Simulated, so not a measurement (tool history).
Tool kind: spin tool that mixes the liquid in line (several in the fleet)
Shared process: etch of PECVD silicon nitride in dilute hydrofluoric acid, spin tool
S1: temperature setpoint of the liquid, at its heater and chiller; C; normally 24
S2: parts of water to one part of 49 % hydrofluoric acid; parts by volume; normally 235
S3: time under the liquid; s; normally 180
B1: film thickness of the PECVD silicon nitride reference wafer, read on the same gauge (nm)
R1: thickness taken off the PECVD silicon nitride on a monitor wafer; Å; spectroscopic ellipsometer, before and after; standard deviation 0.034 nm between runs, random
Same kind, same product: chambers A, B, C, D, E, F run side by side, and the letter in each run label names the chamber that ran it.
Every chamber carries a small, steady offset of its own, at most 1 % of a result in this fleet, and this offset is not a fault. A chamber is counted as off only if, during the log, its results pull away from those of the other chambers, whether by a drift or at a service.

{"run": "1E", "hour": 9.5, "S1": 24, "S2": 235, "S3": 180, "B1": 109.98, "R1": 14.823}
{"run": "2B", "hour": 19.0, "S1": 24, "S2": 235, "S3": 180, "B1": 110, "R1": 15.392}
{"run": "3C", "hour": 34.1, "S1": 24, "S2": 235, "S3": 180, "B1": 110.01, "R1": 13.945}
{"run": "4D", "hour": 46.0, "S1": 24, "S2": 235, "S3": 180, "B1": 109.99, "R1": 14.891}
{"run": "5A", "hour": 58.5, "S1": 24, "S2": 235, "S3": 180, "B1": 110.02, "R1": 14.897}
{"hour": 66.9, "done": "chamber F: hydrofluoric acid flow meter replaced"}
{"run": "6F", "hour": 73.3, "S1": 24, "S2": 235, "S3": 180, "B1": 109.99, "R1": 14.789}
{"run": "7A", "hour": 84.7, "S1": 24, "S2": 235, "S3": 180, "B1": 109.99, "R1": 15.39}
{"run": "8B", "hour": 97.8, "S1": 24, "S2": 235, "S3": 180, "B1": 110.01, "R1": 15.479}
{"run": "9F", "hour": 106.8, "S1": 24, "S2": 235, "S3": 180, "B1": 109.99, "R1": 14.693}
{"run": "10C", "hour": 113.9, "S1": 24, "S2": 235, "S3": 180, "B1": 110.01, "R1": 15.386}
{"run": "11D", "hour": 127.9, "S1": 24, "S2": 235, "S3": 180, "B1": 109.99, "R1": 15.259}
{"run": "12E", "hour": 143.0, "S1": 20, "S2": 235, "S3": 95, "B1": 110, "R1": 6.0391}
{"run": "13F", "hour": 150.3, "S1": 20, "S2": 235, "S3": 95, "B1": 110, "R1": 6.1785}
{"run": "14B", "hour": 160.8, "S1": 20, "S2": 235, "S3": 95, "B1": 110.01, "R1": 6.0095}
{"run": "15A", "hour": 173.1, "S1": 20, "S2": 235, "S3": 95, "B1": 110, "R1": 6.15}
{"run": "16C", "hour": 186.9, "S1": 20, "S2": 235, "S3": 95, "B1": 109.99, "R1": 5.9037}
{"hour": 197.0, "done": "chamber C: hydrofluoric acid flow meter replaced"}
{"run": "17E", "hour": 202.5, "S1": 20, "S2": 235, "S3": 95, "B1": 109.98, "R1": 6.0681}
{"run": "18D", "hour": 210.8, "S1": 24, "S2": 235, "S3": 180, "B1": 110, "R1": 14.859}
{"run": "19D", "hour": 219.3, "S1": 24, "S2": 235, "S3": 180, "B1": 110, "R1": 14.619}
{"hour": 228.0, "done": "chamber F: thermometer replaced"}
{"run": "20E", "hour": 234.1, "S1": 24, "S2": 235, "S3": 180, "B1": 110.02, "R1": 14.867}
{"run": "21C", "hour": 241.5, "S1": 24, "S2": 235, "S3": 180, "B1": 110, "R1": 15.322}
{"run": "22A", "hour": 253.5, "S1": 24, "S2": 235, "S3": 180, "B1": 110, "R1": 15.121}
{"run": "23F", "hour": 266.3, "S1": 24, "S2": 125, "S3": 180, "B1": 110.02, "R1": 28.331}
{"run": "24B", "hour": 278.9, "S1": 24, "S2": 125, "S3": 180, "B1": 110.02, "R1": 27.666}
{"run": "25B", "hour": 288.7, "S1": 24, "S2": 125, "S3": 180, "B1": 109.96, "R1": 27.901}
{"run": "26D", "hour": 298.7, "S1": 24, "S2": 125, "S3": 180, "B1": 109.99, "R1": 26.161}
{"run": "27C", "hour": 308.7, "S1": 24, "S2": 125, "S3": 180, "B1": 109.99, "R1": 27.674}
{"run": "28F", "hour": 319.1, "S1": 24, "S2": 125, "S3": 180, "B1": 110.01, "R1": 29.368}
{"run": "29A", "hour": 329.6, "S1": 24, "S2": 235, "S3": 180, "B1": 110.02, "R1": 14.96}
{"run": "30E", "hour": 341.3, "S1": 24, "S2": 235, "S3": 180, "B1": 110.01, "R1": 14.672}
{"run": "31A", "hour": 355.8, "S1": 24, "S2": 235, "S3": 180, "B1": 110, "R1": 14.635}
{"run": "32C", "hour": 369.2, "S1": 24, "S2": 235, "S3": 180, "B1": 109.99, "R1": 15.549}
{"run": "33B", "hour": 383.4, "S1": 24, "S2": 235, "S3": 115, "B1": 109.99, "R1": 9.3677}
{"run": "34E", "hour": 395.9, "S1": 24, "S2": 235, "S3": 115, "B1": 110.01, "R1": 9.3874}
{"hour": 398.2, "done": "chamber A: thermometer replaced"}
{"run": "35F", "hour": 409.3, "S1": 24, "S2": 235, "S3": 115, "B1": 110, "R1": 9.6293}
{"run": "36D", "hour": 420.2, "S1": 24, "S2": 235, "S3": 115, "B1": 109.98, "R1": 8.4889}
{"run": "37D", "hour": 433.7, "S1": 24, "S2": 235, "S3": 115, "B1": 110, "R1": 8.7077}
{"run": "38E", "hour": 443.5, "S1": 24, "S2": 235, "S3": 115, "B1": 110.01, "R1": 9.3941}
{"run": "39C", "hour": 452.5, "S1": 24, "S2": 235, "S3": 180, "B1": 109.98, "R1": 14.805}
{"run": "40A", "hour": 466.0, "S1": 24, "S2": 170, "S3": 85, "B1": 110.02, "R1": 9.3668}
{"run": "41F", "hour": 475.1, "S1": 24, "S2": 170, "S3": 85, "B1": 110.02, "R1": 9.928}

Decide between three cases: one chamber stands off from its peers, the gauge reading all wafers drifts, or nothing is wrong past each chamber's small offset. Where a chamber is off, say which and what most likely put it there.

Chamber D drifts away from the others.
Likeliest cause: liquid colder than its thermometer reads (K) = 1.97.
The log may not tell that from: hydrofluoric acid flow below the setpoint (%).

Here are 4 candidates for chamber D's next run, each the usual settings with a change, their results left as question marks. Which one brings its results back in line with what the others give on the usual settings?
Allowed miss from the other chambers' usual-settings mean, per result, to count as in line: R1 1.2 Å
{"run": "42D-1", "hour": 486.3, "S1": 24.5, "S2": 215, "S3": 205, "R1": "?"}
{"run": "42D-2", "hour": 486.3, "S1": 24, "S2": 235, "S3": 200, "R1": "?"}
{"run": "42D-3", "hour": 486.3, "S1": 24, "S2": 260, "S3": 150, "R1": "?"}
{"run": "42D-4", "hour": 486.3, "S1": 24, "S2": 245, "S3": 170, "R1": "?"}

Average result of the remaining chambers running the usual settings: R1 14.916 Å
run=42D-1 R1=17.184
run=42D-2 R1=14.894
run=42D-3 R1=10.119
run=42D-4 R1=12.154
42D-2 is the one that brings the chamber's results back in line with the other chambers.
